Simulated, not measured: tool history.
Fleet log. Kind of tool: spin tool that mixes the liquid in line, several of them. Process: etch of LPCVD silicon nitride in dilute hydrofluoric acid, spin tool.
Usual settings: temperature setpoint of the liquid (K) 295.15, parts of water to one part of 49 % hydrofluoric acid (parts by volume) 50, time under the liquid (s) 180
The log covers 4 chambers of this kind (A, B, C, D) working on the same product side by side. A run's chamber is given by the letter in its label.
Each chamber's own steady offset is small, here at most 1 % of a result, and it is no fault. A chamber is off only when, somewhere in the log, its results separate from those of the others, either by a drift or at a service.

run     day  temperature setpoint of the liquid (K)  parts of water to one part of 49 % hydrofluoric acid (parts by volume)  time under the liquid (s)  hours since the thermometer was replaced  hours since the hydrofluoric acid flow meter was replaced  read-back film thickness of the LPCVD silicon nitride reference wafer, read on the same gauge (nm)  thickness taken off the LPCVD silicon nitride on a monitor wafer (angstrom)
 1D   0.546                                  295.15                                                                      50                        180                                     512.9                                                      784.5                                                                                              40.006                                                                       16.562
 2A   1.004                                  295.15                                                                      50                        180                                     363.9                                                     1627.4                                                                                              39.987                                                                       16.004
 3B   1.408                                  295.15                                                                      50                        180                                      41.5                                                      779.1                                                                                              40.013                                                                       16.519
 4C   1.962                                  295.15                                                                      50                        180                                       493                                                      780.8                                                                                              39.971                                                                       16.065
 5B   2.258                                  295.15                                                                      50                        180                                      61.9                                                      799.5                                                                                              39.978                                                                       16.371
      2.479  -- chamber A: hydrofluoric acid flow meter replaced
 6D   2.771                                  295.15                                                                      50                        180                                     566.3                                                      837.9                                                                                              39.982                                                                       16.675
 7A    3.05                                  295.15                                                                      50                        180                                       413                                                       13.8                                                                                              40.001                                                                       16.517
 8C    3.45                                  300.15                                                                      50                        180                                     528.7                                                      816.5                                                                                              40.009                                                                       22.877
 9D   3.975                                  300.15                                                                      50                        180                                     595.2                                                      866.8                                                                                              40.004                                                                       22.889
10B   4.475                                  300.15                                                                      50                        180                                     115.1                                                      852.7                                                                                              39.998                                                                       23.102
11C   4.988                                  300.15                                                                      50                        180                                     565.6                                                      853.4                                                                                               40.01                                                                       22.755
12A   5.267                                  295.15                                                                      50                        180                                     466.2                                                         67                                                                                              40.005                                                                       16.688
13D   5.746                                  295.15                                                                      50                        180                                     637.7                                                      909.3                                                                                              39.981                                                                       16.867
14C   6.233                                  295.15                                                                      25                         90                                     595.5                                                      883.3                                                                                              40.064                                                                        16.06
15B   6.596                                  295.15                                                                      25                         90                                       166                                                      903.6                                                                                              40.002                                                                       16.467
16A   7.112                                  295.15                                                                      25                         90                                     510.5                                                      111.3                                                                                              39.967                                                                       16.725
17D   7.667                                  295.15                                                                      25                         90                                     683.8                                                      955.4                                                                                              39.965                                                                       16.466
      7.983  -- chamber C: hydrofluoric acid flow meter replaced
18C   7.988                                  297.65                                                                      50                        115                                     637.6                                                        0.2                                                                                              39.961                                                                       12.728
19A   8.267                                  297.65                                                                      50                        115                                     538.2                                                        139                                                                                              40.032                                                                       12.948
20B   8.829                                  297.65                                                                      50                        115                                     219.6                                                      957.2                                                                                              40.012                                                                       12.501
21D   9.112                                  297.65                                                                      50                        115                                     718.5                                                      990.1                                                                                              40.007                                                                       12.489
      9.146  -- chamber D: hydrofluoric acid flow meter replaced
22B   9.583                                  295.15                                                                      50                        180                                     237.7                                                      975.3                                                                                              40.013                                                                       16.703
23C  10.138                                  295.15                                                                      50                        180                                     689.2                                                       51.8                                                                                                  40                                                                       16.069
24A  10.462                                  295.15                                                                      50                        180                                     590.9                                                      191.7                                                                                              40.016                                                                       18.025
25D  10.738                                  295.15                                                                      50                        180                                     757.5                                                       38.3                                                                                              39.998                                                                       16.993
26A  11.075                                  295.15                                                                      50                        180                                     605.6                                                      206.4                                                                                              39.987                                                                       17.989
     11.525  -- chamber B: hydrofluoric acid flow meter replaced
27C  11.625                                  291.15                                                                      50                        180                                     724.9                                                       87.5                                                                                              39.974                                                                        12.43
28B  12.021                                  291.15                                                                      50                        180                                     296.2                                                         12                                                                                               40.02                                                                       12.434

Predict what each chamber gives when all 4 of them run the settings below next.
29A  12.438                                  295.15                                                                      30                        180                                                                                                                                                                                                                                                                                     ?
29B  12.438                                  295.15                                                                      30                        180                                                                                                                                                                                                                                                                                     ?
29C  12.438                                  295.15                                                                      30                        180                                                                                                                                                                                                                                                                                     ?
29D  12.438                                  295.15                                                                      30                        180                                                                                                                                                                                                                                                                                     ?

run  thickness taken off the LPCVD silicon nitride on a monitor wafer (angstrom)
29A                                                                       29.146
29B                                                                       27.233
29C                                                                       27.099
29D                                                                       27.156
